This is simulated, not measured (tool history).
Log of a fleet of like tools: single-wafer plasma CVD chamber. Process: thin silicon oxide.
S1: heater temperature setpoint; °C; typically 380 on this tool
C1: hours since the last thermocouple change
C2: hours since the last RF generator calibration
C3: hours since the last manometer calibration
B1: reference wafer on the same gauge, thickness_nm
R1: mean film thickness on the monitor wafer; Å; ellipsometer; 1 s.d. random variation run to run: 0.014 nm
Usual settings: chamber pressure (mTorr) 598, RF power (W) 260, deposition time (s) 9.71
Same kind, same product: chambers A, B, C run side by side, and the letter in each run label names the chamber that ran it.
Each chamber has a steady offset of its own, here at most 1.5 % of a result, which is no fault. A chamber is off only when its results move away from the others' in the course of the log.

Run 1C, hour 6.2: usual settings; C1 1314.6; C2 429.3; C3 1536.2; B1 10.901. Result: R1 124.18 Å.
Run 2A, hour 10.3: usual settings; C1 819.8; C2 227.4; C3 736.5; B1 10.9. Result: R1 125.98 Å.
Run 3B, hour 16: usual settings; C1 137.2; C2 228.8; C3 190.2; B1 10.91. Result: R1 125.74 Å.
Run 4A, hour 21.3: usual settings; C1 830.8; C2 238.4; C3 747.5; B1 10.906. Result: R1 126.04 Å.
Run 5C, hour 27.3: usual settings; C1 1335.7; C2 450.4; C3 1557.3; B1 10.91. Result: R1 124.22 Å.
Run 6B, hour 32.1: usual settings; C1 153.3; C2 244.9; C3 206.3; B1 10.914. Result: R1 125.83 Å.
Run 7A, hour 37.7: usual settings; C1 847.2; C2 254.8; C3 763.9; B1 10.911. Result: R1 126.04 Å.
Run 8C, hour 43.5: usual settings but S1 373 °C, RF power (W) 300; C1 1351.9; C2 466.6; C3 1573.5; B1 10.917. Result: R1 132.67 Å.
Run 9B, hour 46.6: usual settings but S1 373 °C, RF power (W) 300; C1 167.8; C2 259.4; C3 220.8; B1 10.915. Result: R1 134.93 Å.
Run 10C, hour 52.8: usual settings but S1 373 °C, RF power (W) 300; C1 1361.2; C2 475.9; C3 1582.8; B1 10.917. Result: R1 132.7 Å.
Run 11A, hour 58.2: usual settings; C1 867.7; C2 275.3; C3 784.4; B1 10.921. Result: R1 126.36 Å.
Run 12B, hour 64.2: usual settings; C1 185.4; C2 277; C3 238.4; B1 10.925. Result: R1 126.2 Å.
Run 13C, hour 67.6: usual settings but chamber pressure (mTorr) 532, RF power (W) 235; C1 1376; C2 490.7; C3 1597.6; B1 10.924. Result: R1 104.52 Å.
Run 14B, hour 73.5: usual settings but chamber pressure (mTorr) 532, RF power (W) 235; C1 194.7; C2 286.3; C3 247.7; B1 10.924. Result: R1 105.78 Å.
Run 15A, hour 78.5: usual settings but chamber pressure (mTorr) 532, RF power (W) 235; C1 888; C2 295.6; C3 804.7; B1 10.924. Result: R1 106.04 Å.
Run 16C, hour 84.7: usual settings; C1 1393.1; C2 507.8; C3 1614.7; B1 10.932. Result: R1 124.47 Å.
Run 17A, hour 89.9: usual settings; C1 899.4; C2 307; C3 816.1; B1 10.933. Result: R1 126.25 Å.
Run 18B, hour 94.6: usual settings; C1 215.8; C2 307.4; C3 268.8; B1 10.934. Result: R1 126.03 Å.
Run 19B, hour 101: usual settings; C1 222.2; C2 313.8; C3 275.2; B1 10.936. Result: R1 126.19 Å.
Run 20A, hour 106.3: usual settings; C1 915.8; C2 323.4; C3 832.5; B1 10.936. Result: R1 126.47 Å.
Run 21C, hour 110: usual settings; C1 1418.4; C2 533.1; C3 1640; B1 10.938. Result: R1 124.54 Å.
Run 22C, hour 114.7: usual settings; C1 1423.1; C2 537.8; C3 1644.7; B1 10.942. Result: R1 124.55 Å.
Run 23B, hour 119.8: usual settings but chamber pressure (mTorr) 690, deposition time (s) 8.52; C1 241; C2 332.6; C3 294; B1 10.938. Result: R1 129.35 Å.
Run 24A, hour 124: usual settings but chamber pressure (mTorr) 690, deposition time (s) 8.52; C1 933.5; C2 341.1; C3 850.2; B1 10.943. Result: R1 129 Å.
Run 25B, hour 129: usual settings but chamber pressure (mTorr) 690, deposition time (s) 8.52; C1 250.2; C2 341.8; C3 303.2; B1 10.945. Result: R1 129.48 Å.
Run 26C, hour 132.4: usual settings; C1 1440.8; C2 555.5; C3 1662.4; B1 10.946. Result: R1 124.57 Å.
Run 27A, hour 135.7: usual settings; C1 945.2; C2 352.8; C3 861.9; B1 10.948. Result: R1 126.49 Å.
Run 28B, hour 139.5: usual settings but chamber pressure (mTorr) 548, RF power (W) 275; C1 260.7; C2 352.3; C3 313.7; B1 10.949. Result: R1 117.6 Å.
Run 29A, hour 143.6: usual settings but chamber pressure (mTorr) 548, RF power (W) 275; C1 953.1; C2 360.7; C3 869.8; B1 10.951. Result: R1 118.19 Å.

Read the log: is a single chamber off, either drifting away or since a service, is the gauge that measures every chamber drifting, or is nothing wrong beyond small per-chamber offsets? Name any odd chamber and what most likely caused it.

It is the gauge, not a chamber: its drift shows up in every chamber's results at once, and no chamber is off.
Cause: gauge reads high (%) = 0.475.

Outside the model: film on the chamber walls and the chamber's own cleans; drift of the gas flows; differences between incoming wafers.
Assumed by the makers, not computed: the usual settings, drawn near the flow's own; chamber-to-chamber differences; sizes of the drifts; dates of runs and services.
